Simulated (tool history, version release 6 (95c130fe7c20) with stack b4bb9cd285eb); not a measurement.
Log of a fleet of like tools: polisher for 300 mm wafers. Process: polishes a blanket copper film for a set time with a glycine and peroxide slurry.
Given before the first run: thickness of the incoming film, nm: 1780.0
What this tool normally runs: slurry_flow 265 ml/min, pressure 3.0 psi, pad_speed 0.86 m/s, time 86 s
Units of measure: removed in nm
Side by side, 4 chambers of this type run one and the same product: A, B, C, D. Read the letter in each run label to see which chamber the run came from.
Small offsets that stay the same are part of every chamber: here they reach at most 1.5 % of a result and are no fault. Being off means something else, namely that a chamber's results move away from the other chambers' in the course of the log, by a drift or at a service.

run   hour  slurry_flow  pressure  pad_speed  time  wafers polished on this pad  hours since the slurry nozzle was cleaned  hours since the head pressure was calibrated  removed
 1A    2.9          265       3.0       0.86    86                          105                                      364.2                                         197.0   459.03
 2B    6.0          265       3.0       0.86    86                         1198                                      692.2                                         483.2   472.40
      12.0  -- chamber A: slurry nozzle cleaned
 3D   12.2          265       3.0       0.86    86                          394                                      560.4                                         624.6   469.79
 4C   17.2          265       3.0       0.86    86                          562                                      290.3                                         118.0   476.48
      19.4  -- chamber B: head pressure recalibrated
 5B   22.8          330       3.5       0.86    86                         1391                                      709.0                                           3.5   544.47
 6C   28.6          330       3.5       0.86    86                          694                                      301.7                                         129.4   549.11
      32.3  -- chamber D: slurry nozzle cleaned
 7D   33.0          330       3.5       0.86    86                          633                                        0.8                                         645.4   549.77
 8A   37.4          330       3.5       0.86    86                          502                                       25.5                                         231.5   541.39
      39.2  -- chamber D: worn pad replaced by a new one
      40.9  -- chamber B: worn pad replaced by a new one
 9D   43.1          265       3.0       0.56   102                           45                                       10.9                                         655.5   392.70
10B   46.4          265       3.0       0.56   102                           63                                      732.6                                          27.1   399.68
11C   50.3          265       3.0       0.56   102                          943                                      323.4                                         151.1   401.64
      50.7  -- chamber C: worn pad replaced by a new one
12A   56.2          265       3.0       0.56   102                          718                                       44.3                                         250.3   394.38
13D   62.7          265       3.0       0.86    86                          270                                       30.5                                         675.1   461.88
14B   68.6          265       3.0       0.86    65                          319                                      754.8                                          49.3   354.46
15C   71.7          265       3.0       0.86    65                          242                                      344.8                                         172.5   358.21
16A   76.5          265       3.0       0.86    65                          952                                       64.6                                         270.6   353.84
17B   80.4          265       3.0       0.86    65                          455                                      766.6                                          61.1   359.98
18C   85.9          265       3.0       0.86    86                          405                                      359.0                                         186.7   474.06
19A   91.3          265       3.0       0.86    86                         1122                                       79.4                                         285.4   470.11
20D   95.1          265       3.0       0.86    86                          643                                       62.9                                         707.5   448.55
21A  100.6          265       3.0       0.86    86                         1229                                       88.7                                         294.7   464.81
     101.0  -- chamber D: worn pad replaced by a new one
22B  106.3          265       3.9       1.16    86                          753                                      792.5                                          87.0   751.06
     106.5  -- chamber A: worn pad replaced by a new one
23C  110.4          265       3.9       1.16    86                          687                                      383.5                                         211.2   761.95
     110.5  -- chamber B: slurry nozzle cleaned
24D  116.2          265       3.9       1.16    86                          174                                       84.0                                         728.6   730.04
     117.6  -- chamber C: worn pad replaced by a new one
     120.3  -- chamber C: slurry nozzle cleaned
25D  120.8          265       3.9       1.16    86                          227                                       88.6                                         733.2   726.39
26B  127.0          265       3.0       0.86    86                          991                                       16.5                                         107.7   467.48
27C  133.3          265       3.0       0.86    86                          181                                       13.1                                         234.1   472.60
28A  139.7          265       3.0       0.86    86                          382                                      127.8                                         333.8   461.63
     146.2  -- chamber B: worn pad replaced by a new one
29C  146.2          265       3.0       0.86    86                          330                                       26.0                                         247.0   475.22
30A  151.9          265       3.0       0.86    86                          522                                      140.0                                         346.0   461.70
31B  156.1          265       3.0       0.86    86                          114                                       45.6                                         136.8   473.40
32D  160.6          265       3.0       0.86    86                          685                                      128.4                                         773.0   437.62
     161.2  -- chamber D: worn pad replaced by a new one
33C  165.7          265       3.0       0.86    86                          554                                       45.5                                         266.5   473.44
34A  171.6          265       3.0       0.86    86                          749                                      159.7                                         365.7   470.22
35B  175.2          265       3.0       0.86    86                          334                                       64.7                                         155.9   469.26
36D  180.8          265       3.0       0.86    86                          226                                      148.6                                         793.2   436.05
     185.0  -- chamber C: worn pad replaced by a new one
37B  187.2          265       3.0       0.86    66                          472                                       76.7                                         167.9   364.81
38C  191.3          265       3.0       0.86    66                           73                                       71.1                                         292.1   365.17
39A  197.5          265       3.0       0.86    66                         1047                                      185.6                                         391.6   355.98
40D  200.4          265       3.0       0.86    66                          451                                      168.2                                         812.8   330.79
41B  206.5          265       3.0       0.86    86                          694                                       96.0                                         187.2   466.30

Has any chamber moved away from the others, gradually or after a service, or does the common gauge drift, or do the chambers differ only by their own small steady offsets? State the chamber and the most likely cause if one applies.

Little by little, chamber D moves away from the other chambers.
What lies behind it: head's pressure below its setpoint, % = 11.2.

Chamber D could run next with any of the 4 candidate recipes listed below; each alters the usual settings, and their results appear as question marks. Which one brings its results back in line with what the other chambers deliver on the usual settings?
A result is in line if it is within this distance of the other chambers' mean on the usual settings: removed 11.00 nm
42D-1  211.3          265       2.8       0.80    79                                                                                                                              ?
42D-2  211.3          270       3.0       0.94    96                                                                                                                              ?
42D-3  211.3          265       2.9       0.86    81                                                                                                                              ?
42D-4  211.3          265       3.1       0.88    90                                                                                                                              ?

Other chambers, usual settings, mean: removed 470.21 nm
  run  removed
42D-1   351.77
42D-2   514.35
42D-3   392.42
42D-4   468.46
The right change is 42D-4: it brings the chamber back within the allowed miss of the others.
